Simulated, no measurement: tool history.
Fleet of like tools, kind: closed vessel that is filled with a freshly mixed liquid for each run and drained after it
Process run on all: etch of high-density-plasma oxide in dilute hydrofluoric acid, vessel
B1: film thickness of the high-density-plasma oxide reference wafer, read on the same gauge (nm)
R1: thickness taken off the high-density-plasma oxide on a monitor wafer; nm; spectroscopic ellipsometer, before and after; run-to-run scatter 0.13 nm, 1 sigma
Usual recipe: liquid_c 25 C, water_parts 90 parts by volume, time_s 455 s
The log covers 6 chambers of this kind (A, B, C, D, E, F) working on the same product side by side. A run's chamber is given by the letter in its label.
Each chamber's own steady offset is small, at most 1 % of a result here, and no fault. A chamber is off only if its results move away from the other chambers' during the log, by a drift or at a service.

{"run": "1F", "hour": 9.0, "liquid_c": 25, "water_parts": 90, "time_s": 455, "B1": 149.98, "R1": 29.505}
{"run": "2B", "hour": 17.7, "liquid_c": 25, "water_parts": 90, "time_s": 455, "B1": 150.0, "R1": 29.134}
{"run": "3D", "hour": 22.2, "liquid_c": 25, "water_parts": 90, "time_s": 455, "B1": 150.01, "R1": 28.95}
{"run": "4A", "hour": 31.2, "liquid_c": 25, "water_parts": 90, "time_s": 455, "B1": 150.0, "R1": 28.783}
{"run": "5C", "hour": 38.9, "liquid_c": 25, "water_parts": 90, "time_s": 455, "B1": 150.01, "R1": 28.969}
{"run": "6E", "hour": 43.7, "liquid_c": 25, "water_parts": 90, "time_s": 455, "B1": 150.0, "R1": 29.157}
{"run": "7E", "hour": 48.6, "liquid_c": 25, "water_parts": 90, "time_s": 455, "B1": 150.0, "R1": 28.895}
{"run": "8D", "hour": 54.7, "liquid_c": 23, "water_parts": 90, "time_s": 455, "B1": 150.01, "R1": 26.802}
{"run": "9B", "hour": 62.6, "liquid_c": 23, "water_parts": 90, "time_s": 455, "B1": 149.99, "R1": 26.877}
{"run": "10A", "hour": 69.9, "liquid_c": 23, "water_parts": 90, "time_s": 455, "B1": 150.01, "R1": 26.961}
{"run": "11F", "hour": 76.3, "liquid_c": 23, "water_parts": 90, "time_s": 455, "B1": 149.98, "R1": 27.016}
{"run": "12C", "hour": 85.4, "liquid_c": 23, "water_parts": 90, "time_s": 455, "B1": 150.0, "R1": 26.644}
{"run": "13E", "hour": 93.7, "liquid_c": 23, "water_parts": 90, "time_s": 455, "B1": 149.99, "R1": 26.776}
{"run": "14F", "hour": 101.0, "liquid_c": 25, "water_parts": 90, "time_s": 455, "B1": 150.0, "R1": 29.262}
{"run": "15D", "hour": 110.1, "liquid_c": 25, "water_parts": 90, "time_s": 455, "B1": 150.0, "R1": 29.137}
{"run": "16B", "hour": 115.5, "liquid_c": 25, "water_parts": 90, "time_s": 455, "B1": 150.0, "R1": 29.221}
{"run": "17C", "hour": 124.8, "liquid_c": 25, "water_parts": 90, "time_s": 455, "B1": 150.01, "R1": 28.888}
{"run": "18A", "hour": 132.7, "liquid_c": 25, "water_parts": 90, "time_s": 455, "B1": 149.98, "R1": 29.144}
{"run": "19F", "hour": 137.6, "liquid_c": 25, "water_parts": 65, "time_s": 455, "B1": 150.02, "R1": 42.093}
{"run": "20D", "hour": 142.2, "liquid_c": 25, "water_parts": 65, "time_s": 455, "B1": 149.99, "R1": 41.855}
{"run": "21B", "hour": 148.8, "liquid_c": 25, "water_parts": 65, "time_s": 455, "B1": 150.0, "R1": 41.577}
{"run": "22E", "hour": 156.6, "liquid_c": 25, "water_parts": 65, "time_s": 455, "B1": 150.0, "R1": 41.539}
{"run": "23A", "hour": 163.8, "liquid_c": 25, "water_parts": 65, "time_s": 455, "B1": 150.01, "R1": 41.825}
{"run": "24C", "hour": 171.8, "liquid_c": 25, "water_parts": 65, "time_s": 455, "B1": 150.02, "R1": 41.863}
{"run": "25B", "hour": 177.8, "liquid_c": 25, "water_parts": 130, "time_s": 310, "B1": 150.01, "R1": 13.087}
{"hour": 183.4, "done": "chamber C: hydrofluoric acid flow meter replaced"}
{"run": "26A", "hour": 186.4, "liquid_c": 25, "water_parts": 130, "time_s": 310, "B1": 149.99, "R1": 12.87}
{"run": "27E", "hour": 194.6, "liquid_c": 25, "water_parts": 130, "time_s": 310, "B1": 150.0, "R1": 13.176}
{"run": "28D", "hour": 202.1, "liquid_c": 25, "water_parts": 130, "time_s": 310, "B1": 150.0, "R1": 12.877}
{"run": "29F", "hour": 209.7, "liquid_c": 25, "water_parts": 130, "time_s": 310, "B1": 150.0, "R1": 13.07}
{"run": "30C", "hour": 218.5, "liquid_c": 25, "water_parts": 130, "time_s": 310, "B1": 150.0, "R1": 12.858}
{"run": "31F", "hour": 223.0, "liquid_c": 25, "water_parts": 90, "time_s": 455, "B1": 150.0, "R1": 29.427}
{"run": "32A", "hour": 230.2, "liquid_c": 25, "water_parts": 90, "time_s": 455, "B1": 150.0, "R1": 29.185}
{"run": "33E", "hour": 234.7, "liquid_c": 25, "water_parts": 90, "time_s": 455, "B1": 149.99, "R1": 29.125}
{"run": "34C", "hour": 243.7, "liquid_c": 25, "water_parts": 90, "time_s": 455, "B1": 150.0, "R1": 28.911}
{"run": "35B", "hour": 250.2, "liquid_c": 25, "water_parts": 90, "time_s": 455, "B1": 150.0, "R1": 29.05}
{"run": "36D", "hour": 256.4, "liquid_c": 25, "water_parts": 90, "time_s": 455, "B1": 150.0, "R1": 28.989}
{"run": "37F", "hour": 263.0, "liquid_c": 22, "water_parts": 90, "time_s": 455, "B1": 150.0, "R1": 25.756}
{"run": "38C", "hour": 271.1, "liquid_c": 22, "water_parts": 90, "time_s": 455, "B1": 150.0, "R1": 25.471}
{"run": "39E", "hour": 276.3, "liquid_c": 22, "water_parts": 90, "time_s": 455, "B1": 149.98, "R1": 26.006}
{"run": "40B", "hour": 283.4, "liquid_c": 22, "water_parts": 90, "time_s": 455, "B1": 149.99, "R1": 25.87}

Read the log: is a single chamber off, either drifting away or since a service, is the gauge that measures every chamber drifting, or is nothing wrong beyond small per-chamber offsets? Name any odd chamber and what most likely caused it.

No chamber is off and the gauge is stable; the differences are just each chamber's small, constant offset.
